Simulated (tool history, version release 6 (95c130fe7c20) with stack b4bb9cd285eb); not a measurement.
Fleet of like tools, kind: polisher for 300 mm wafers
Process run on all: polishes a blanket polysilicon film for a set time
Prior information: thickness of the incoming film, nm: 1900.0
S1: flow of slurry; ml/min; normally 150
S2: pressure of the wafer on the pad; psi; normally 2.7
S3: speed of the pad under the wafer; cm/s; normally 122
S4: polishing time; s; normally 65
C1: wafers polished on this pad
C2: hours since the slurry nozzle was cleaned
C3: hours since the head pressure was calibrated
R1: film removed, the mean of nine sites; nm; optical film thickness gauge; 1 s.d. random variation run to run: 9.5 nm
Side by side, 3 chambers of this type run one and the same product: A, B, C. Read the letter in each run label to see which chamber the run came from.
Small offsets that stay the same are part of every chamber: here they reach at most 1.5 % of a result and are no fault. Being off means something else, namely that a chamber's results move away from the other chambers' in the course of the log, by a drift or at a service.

-- hour=5.2 chamber B: worn pad replaced by a new one
run 1C hour=6.1 | S1=150 S2=2.7 S3=122 S4=65 | C1=222 C2=587.3 C3=541.3 | R1=670.91
run 2B hour=11.6 | S1=150 S2=2.7 S3=122 S4=65 | C1=80 C2=437.4 C3=1285.9 | R1=672.28
-- hour=15.4 chamber A: slurry nozzle cleaned
run 3A hour=17.2 | S1=150 S2=2.7 S3=122 S4=65 | C1=842 C2=1.9 C3=58.8 | R1=689.78
run 4C hour=22.1 | S1=150 S2=2.7 S3=122 S4=65 | C1=422 C2=603.3 C3=557.3 | R1=673.40
-- hour=25.2 chamber A: worn pad replaced by a new one
run 5B hour=25.5 | S1=150 S2=2.7 S3=122 S4=65 | C1=254 C2=451.3 C3=1299.8 | R1=678.17
run 6A hour=32.0 | S1=150 S2=2.7 S3=122 S4=65 | C1=85 C2=16.7 C3=73.6 | R1=680.65
run 7B hour=35.2 | S1=150 S2=2.7 S3=122 S4=65 | C1=376 C2=461.0 C3=1309.5 | R1=679.76
run 8C hour=41.2 | S1=150 S2=2.7 S3=122 S4=65 | C1=662 C2=622.4 C3=576.4 | R1=689.42
-- hour=43.8 chamber C: worn pad replaced by a new one
run 9A hour=46.7 | S1=150 S2=2.7 S3=122 S4=65 | C1=269 C2=31.4 C3=88.3 | R1=683.54
run 10B hour=53.8 | S1=150 S2=2.7 S3=122 S4=65 | C1=609 C2=479.6 C3=1328.1 | R1=697.74
run 11C hour=57.8 | S1=150 S2=3.5 S3=122 S4=65 | C1=176 C2=639.0 C3=593.0 | R1=876.93
run 12A hour=62.0 | S1=150 S2=3.5 S3=122 S4=65 | C1=461 C2=46.7 C3=103.6 | R1=904.44
run 13C hour=67.1 | S1=150 S2=3.5 S3=122 S4=65 | C1=292 C2=648.3 C3=602.3 | R1=894.56
-- hour=71.3 chamber C: head pressure recalibrated
run 14A hour=72.7 | S1=150 S2=2.7 S3=122 S4=65 | C1=595 C2=57.4 C3=114.3 | R1=698.34
-- hour=77.3 chamber B: head pressure recalibrated
run 15B hour=78.9 | S1=150 S2=2.7 S3=122 S4=65 | C1=923 C2=504.7 C3=1.7 | R1=633.78
run 16A hour=82.5 | S1=150 S2=2.7 S3=122 S4=65 | C1=718 C2=67.2 C3=124.1 | R1=676.91
run 17B hour=89.1 | S1=150 S2=2.7 S3=122 S4=65 | C1=1051 C2=514.9 C3=11.9 | R1=625.39
-- hour=94.8 chamber B: slurry nozzle cleaned
run 18C hour=95.8 | S1=150 S2=2.7 S3=122 S4=65 | C1=651 C2=677.0 C3=24.6 | R1=684.77
-- hour=98.6 chamber C: worn pad replaced by a new one
-- hour=98.7 chamber C: slurry nozzle cleaned
run 19A hour=99.0 | S1=150 S2=2.7 S3=122 S4=65 | C1=924 C2=83.7 C3=140.6 | R1=664.26
-- hour=100.3 chamber A: worn pad replaced by a new one
run 20B hour=103.9 | S1=150 S2=2.7 S3=122 S4=65 | C1=1236 C2=9.2 C3=26.7 | R1=621.43
-- hour=105.6 chamber B: worn pad replaced by a new one
run 21C hour=107.7 | S1=150 S2=2.7 S3=86 S4=65 | C1=114 C2=9.0 C3=36.5 | R1=481.87
run 22A hour=111.9 | S1=150 S2=2.7 S3=86 S4=65 | C1=145 C2=96.6 C3=153.5 | R1=487.84
run 23B hour=117.6 | S1=150 S2=2.7 S3=86 S4=65 | C1=150 C2=22.9 C3=40.4 | R1=450.14
run 24C hour=121.4 | S1=150 S2=2.7 S3=122 S4=65 | C1=285 C2=22.7 C3=50.2 | R1=675.00
run 25A hour=126.2 | S1=150 S2=3.4 S3=122 S4=72 | C1=324 C2=110.9 C3=167.8 | R1=968.22
run 26C hour=130.2 | S1=150 S2=3.4 S3=122 S4=72 | C1=395 C2=31.5 C3=59.0 | R1=916.15
run 27B hour=136.2 | S1=150 S2=3.4 S3=122 S4=72 | C1=383 C2=41.5 C3=59.0 | R1=912.15
run 28C hour=140.1 | S1=150 S2=2.7 S3=122 S4=65 | C1=519 C2=41.4 C3=68.9 | R1=690.30
run 29A hour=144.3 | S1=150 S2=2.7 S3=122 S4=65 | C1=551 C2=129.0 C3=185.9 | R1=689.20
run 30B hour=151.0 | S1=150 S2=1.8 S3=122 S4=87 | C1=569 C2=56.3 C3=73.8 | R1=568.42
-- hour=155.7 chamber C: worn pad replaced by a new one
run 31C hour=156.7 | S1=150 S2=1.8 S3=122 S4=87 | C1=13 C2=58.0 C3=85.5 | R1=593.04
run 32B hour=162.8 | S1=150 S2=1.8 S3=122 S4=87 | C1=716 C2=68.1 C3=85.6 | R1=554.08
run 33A hour=167.4 | S1=150 S2=2.7 S3=122 S4=65 | C1=840 C2=152.1 C3=209.0 | R1=683.49
run 34B hour=171.2 | S1=150 S2=2.7 S3=122 S4=65 | C1=822 C2=76.5 C3=94.0 | R1=633.95
-- hour=177.1 chamber A: worn pad replaced by a new one
run 35C hour=177.3 | S1=150 S2=2.7 S3=122 S4=65 | C1=271 C2=78.6 C3=106.1 | R1=685.92
run 36A hour=181.2 | S1=150 S2=2.7 S3=122 S4=65 | C1=51 C2=165.9 C3=222.8 | R1=673.28
run 37B hour=186.0 | S1=150 S2=3.0 S3=162 S4=65 | C1=1007 C2=91.3 C3=108.8 | R1=924.49

Is one chamber off against the others, does the gauge drift, or is nothing wrong? If a chamber is off, say which, and what the likeliest cause is.

The work done on chamber B during a service left it standing apart from the others.
What lies behind it: head's pressure below its setpoint, % = 7.41.

Here are 4 candidates for chamber B's next run, each the usual settings with a change, their results left as question marks. Which one brings its results back in line with what the others give on the usual settings?
A result is in line if it is within this distance of the other chambers' mean on the usual settings: R1 33.00 nm
run 38B-1 hour=191.1 | S1=150 S2=2.8 S3=130 S4=69 | R1=?
run 38B-2 hour=191.1 | S1=150 S2=2.7 S3=122 S4=70 | R1=?
run 38B-3 hour=191.1 | S1=150 S2=2.7 S3=112 S4=65 | R1=?
run 38B-4 hour=191.1 | S1=150 S2=2.6 S3=116 S4=61 | R1=?

Mean of the other chambers on the usual settings: R1 686.88 nm
run=38B-1 R1=745.28
run=38B-2 R1=683.75
run=38B-3 R1=582.39
run=38B-4 R1=545.23
38B-2 brings the chamber back in line.
